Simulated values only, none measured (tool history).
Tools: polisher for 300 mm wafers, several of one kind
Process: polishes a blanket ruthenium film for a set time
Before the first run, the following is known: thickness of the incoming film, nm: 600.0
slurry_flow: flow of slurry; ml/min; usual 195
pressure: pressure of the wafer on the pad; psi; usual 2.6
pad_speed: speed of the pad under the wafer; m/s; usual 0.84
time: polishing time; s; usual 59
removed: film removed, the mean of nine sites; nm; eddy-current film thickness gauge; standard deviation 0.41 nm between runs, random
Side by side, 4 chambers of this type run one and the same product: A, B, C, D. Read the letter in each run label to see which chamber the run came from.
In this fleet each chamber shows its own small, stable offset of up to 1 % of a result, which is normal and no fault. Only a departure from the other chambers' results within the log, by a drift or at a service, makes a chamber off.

run 1C hour=6.6 | slurry_flow=195 pressure=2.6 pad_speed=0.84 time=59 | removed=62.265
run 2D hour=9.7 | slurry_flow=195 pressure=2.6 pad_speed=0.84 time=59 | removed=62.439
run 3A hour=16 | slurry_flow=195 pressure=2.6 pad_speed=0.84 time=59 | removed=61.863
run 4B hour=20.8 | slurry_flow=195 pressure=2.6 pad_speed=0.84 time=59 | removed=60.994
run 5A hour=25.4 | slurry_flow=195 pressure=2.9 pad_speed=0.84 time=59 | removed=68.304
run 6D hour=29.7 | slurry_flow=195 pressure=2.9 pad_speed=0.84 time=59 | removed=68.324
run 7B hour=33.2 | slurry_flow=195 pressure=2.9 pad_speed=0.84 time=59 | removed=68.084
run 8C hour=38.5 | slurry_flow=195 pressure=2.9 pad_speed=0.84 time=59 | removed=67.503
run 9B hour=43 | slurry_flow=195 pressure=2.6 pad_speed=0.84 time=59 | removed=61.708
-- hour=45.7 chamber C: worn pad replaced by a new one
run 10C hour=46.8 | slurry_flow=195 pressure=2.6 pad_speed=0.84 time=59 | removed=61.509
-- hour=49.7 chamber B: slurry nozzle cleaned
run 11A hour=53.2 | slurry_flow=195 pressure=2.6 pad_speed=0.84 time=59 | removed=62.294
run 12D hour=56.8 | slurry_flow=195 pressure=2.6 pad_speed=0.84 time=59 | removed=61.415
run 13D hour=60.2 | slurry_flow=195 pressure=2.6 pad_speed=0.84 time=59 | removed=61.19
run 14B hour=66.8 | slurry_flow=195 pressure=2.6 pad_speed=0.84 time=59 | removed=61.282
run 15C hour=70.8 | slurry_flow=195 pressure=2.6 pad_speed=0.84 time=59 | removed=61.856
-- hour=72.1 chamber D: worn pad replaced by a new one
run 16A hour=73.9 | slurry_flow=195 pressure=2.6 pad_speed=0.84 time=59 | removed=61.283
run 17D hour=79.4 | slurry_flow=195 pressure=2.6 pad_speed=0.84 time=59 | removed=60.136
-- hour=79.5 chamber C: slurry nozzle cleaned
-- hour=80.8 chamber A: worn pad replaced by a new one
run 18B hour=84.2 | slurry_flow=195 pressure=2.6 pad_speed=0.84 time=59 | removed=60.903
-- hour=84.9 chamber B: worn pad replaced by a new one
run 19C hour=89.4 | slurry_flow=195 pressure=2.6 pad_speed=0.84 time=59 | removed=61.387
run 20A hour=92.5 | slurry_flow=195 pressure=2.6 pad_speed=0.84 time=59 | removed=62.097
run 21C hour=96.2 | slurry_flow=195 pressure=2.6 pad_speed=0.84 time=59 | removed=62.038
run 22A hour=101 | slurry_flow=195 pressure=2.6 pad_speed=0.84 time=59 | removed=61.67
run 23B hour=104.8 | slurry_flow=225 pressure=2.6 pad_speed=0.84 time=68 | removed=72.86
-- hour=105.8 chamber C: worn pad replaced by a new one
run 24D hour=109.3 | slurry_flow=225 pressure=2.6 pad_speed=0.84 time=68 | removed=70.073
run 25D hour=113.4 | slurry_flow=225 pressure=2.6 pad_speed=0.84 time=68 | removed=71.378
run 26B hour=116.9 | slurry_flow=225 pressure=2.6 pad_speed=0.84 time=68 | removed=71.771
run 27C hour=123.4 | slurry_flow=195 pressure=2.6 pad_speed=0.84 time=59 | removed=61.837
run 28A hour=129.6 | slurry_flow=195 pressure=2.6 pad_speed=0.84 time=59 | removed=61.065
run 29A hour=135.8 | slurry_flow=195 pressure=2.6 pad_speed=0.84 time=59 | removed=61.301
run 30D hour=139.6 | slurry_flow=195 pressure=2.6 pad_speed=0.84 time=59 | removed=59.802

The same settings go to every chamber for the next run, one line per chamber below. Forecast the results for each:
run 31A hour=144.6 | slurry_flow=195 pressure=2.6 pad_speed=0.84 time=59 | removed=?
run 31B hour=144.6 | slurry_flow=195 pressure=2.6 pad_speed=0.84 time=59 | removed=?
run 31C hour=144.6 | slurry_flow=195 pressure=2.6 pad_speed=0.84 time=59 | removed=?
run 31D hour=144.6 | slurry_flow=195 pressure=2.6 pad_speed=0.84 time=59 | removed=?

run=31A removed=61.998
run=31B removed=61.422
run=31C removed=61.683
run=31D removed=58.586
